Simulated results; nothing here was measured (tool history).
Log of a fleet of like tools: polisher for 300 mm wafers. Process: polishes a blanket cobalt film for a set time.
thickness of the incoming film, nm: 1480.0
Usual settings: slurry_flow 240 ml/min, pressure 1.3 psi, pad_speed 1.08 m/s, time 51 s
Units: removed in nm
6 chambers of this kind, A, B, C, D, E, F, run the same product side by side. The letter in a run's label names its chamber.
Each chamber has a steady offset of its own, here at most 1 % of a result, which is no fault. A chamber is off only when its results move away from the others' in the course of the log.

| run | day | slurry_flow | pressure | pad_speed | time | removed |
|---|---|---|---|---|---|---|
|  | 0.112 | chamber A: slurry nozzle cleaned |
| 1F | 0.254 | 240 | 1.3 | 1.08 | 51 | 167.7 |
| 2B | 0.542 | 240 | 1.3 | 1.08 | 51 | 168.85 |
| 3E | 0.988 | 240 | 1.3 | 1.08 | 51 | 168.45 |
|  | 1.304 | chamber D: worn pad replaced by a new one |
| 4C | 1.438 | 240 | 1.3 | 1.08 | 51 | 166.57 |
| 5A | 1.825 | 240 | 1.3 | 1.08 | 51 | 168.13 |
|  | 1.912 | chamber B: head pressure recalibrated |
|  | 2.088 | chamber C: worn pad replaced by a new one |
| 6D | 2.271 | 210 | 1.3 | 1.08 | 51 | 166.48 |
| 7D | 2.583 | 210 | 1.3 | 1.08 | 51 | 166.08 |
|  | 2.888 | chamber A: worn pad replaced by a new one |
|  | 2.896 | chamber B: worn pad replaced by a new one |
| 8F | 2.925 | 210 | 1.3 | 1.08 | 51 | 164.46 |
|  | 3.025 | chamber E: worn pad replaced by a new one |
| 9E | 3.271 | 210 | 1.3 | 1.08 | 51 | 165.55 |
| 10C | 3.838 | 210 | 1.3 | 1.08 | 51 | 164.26 |
| 11B | 4.317 | 210 | 1.3 | 1.08 | 51 | 167.14 |
| 12A | 4.675 | 240 | 1.3 | 1.08 | 51 | 169.92 |
|  | 5.083 | chamber D: worn pad replaced by a new one |
| 13C | 5.092 | 320 | 1.3 | 1.08 | 51 | 175.09 |
|  | 5.171 | chamber D: head pressure recalibrated |
|  | 5.212 | chamber C: worn pad replaced by a new one |
| 14A | 5.412 | 320 | 1.3 | 1.08 | 51 | 174.3 |
|  | 5.612 | chamber E: head pressure recalibrated |
| 15D | 5.767 | 320 | 1.3 | 1.08 | 51 | 171.99 |
| 16E | 6.196 | 320 | 1.3 | 1.08 | 51 | 174.26 |
|  | 6.204 | chamber A: worn pad replaced by a new one |
|  | 6.433 | chamber E: worn pad replaced by a new one |
| 17F | 6.7 | 320 | 1.3 | 1.08 | 51 | 167.66 |
| 18B | 7.004 | 320 | 1.3 | 1.08 | 51 | 173.19 |
|  | 7.088 | chamber C: head pressure recalibrated |
|  | 7.417 | chamber B: slurry nozzle cleaned |
| 19C | 7.508 | 240 | 1.3 | 1.08 | 51 | 170.5 |
| 20D | 7.808 | 240 | 1.3 | 1.08 | 51 | 168.82 |
|  | 7.838 | chamber B: worn pad replaced by a new one |
| 21E | 8.1 | 240 | 1.3 | 1.08 | 51 | 165.05 |
| 22A | 8.592 | 240 | 1.3 | 1.08 | 51 | 167.19 |
|  | 8.721 | chamber C: worn pad replaced by a new one |
| 23B | 9.088 | 240 | 1.3 | 1.08 | 51 | 169.64 |
|  | 9.462 | chamber D: worn pad replaced by a new one |
|  | 9.571 | chamber A: worn pad replaced by a new one |
| 24F | 9.612 | 240 | 1.3 | 1.08 | 51 | 162.37 |
|  | 9.625 | chamber D: slurry nozzle cleaned |
| 25C | 10.129 | 240 | 1.3 | 1.08 | 51 | 166.99 |
| 26D | 10.592 | 240 | 1.3 | 1.08 | 51 | 173.32 |
|  | 10.629 | chamber A: head pressure recalibrated |
|  | 10.638 | chamber E: worn pad replaced by a new one |
| 27A | 11.042 | 240 | 1.7 | 1.08 | 51 | 220.84 |
| 28F | 11.358 | 240 | 1.7 | 1.08 | 51 | 205.6 |
|  | 11.542 | chamber C: worn pad replaced by a new one |
| 29E | 11.829 | 240 | 1.7 | 1.08 | 51 | 215.47 |
|  | 12.325 | chamber B: worn pad replaced by a new one |
| 30B | 12.367 | 240 | 1.7 | 1.08 | 51 | 218.69 |
|  | 12.692 | chamber F: slurry nozzle cleaned |
| 31B | 12.696 | 240 | 1.7 | 1.08 | 51 | 218.65 |
|  | 12.896 | chamber A: worn pad replaced by a new one |
| 32C | 12.958 | 240 | 1.7 | 1.08 | 51 | 221.48 |
|  | 13.162 | chamber D: worn pad replaced by a new one |
| 33A | 13.467 | 240 | 1.3 | 1.08 | 51 | 170.29 |
| 34E | 13.771 | 240 | 1.1 | 1.08 | 51 | 144.01 |
| 35F | 14.325 | 240 | 1.1 | 1.08 | 51 | 133.62 |
| 36D | 14.888 | 240 | 1.1 | 1.08 | 51 | 144.06 |
|  | 14.938 | chamber A: slurry nozzle cleaned |
| 37B | 15.196 | 240 | 1.1 | 1.08 | 51 | 142.19 |
| 38A | 15.592 | 240 | 1.1 | 1.08 | 51 | 140.6 |

What goes on in this fleet: one chamber off, a drifting gauge, or nothing beyond the chambers' own small offsets? Name the chamber and the cause, if any.

Chamber F drifts away from the others.
Cause: removal rate lost through wear of the pad, % = 7.13.
The log may not tell that from: head's pressure below its setpoint, %.

Here are 4 candidates for chamber F's next run, each the usual settings with a change, their results left as question marks. Which one brings its results back in line with what the others give on the usual settings?
In line means no further than this from the other chambers' mean on the usual settings: removed 5.3 nm
| 39F-1 | 15.996 | 240 | 1.3 | 1.08 | 52 | ? |
| 39F-2 | 15.996 | 240 | 1.3 | 1.08 | 50 | ? |
| 39F-3 | 15.996 | 240 | 1.3 | 1.12 | 53 | ? |
| 39F-4 | 15.996 | 240 | 1.3 | 1.04 | 49 | ? |

The other chambers' mean on the usual settings: removed 168.51 nm
| run | removed |
|---|---|
| 39F-1 | 158.68 |
| 39F-2 | 152.57 |
| 39F-3 | 167.81 |
| 39F-4 | 143.9 |
39F-3 brings the chamber back in line.
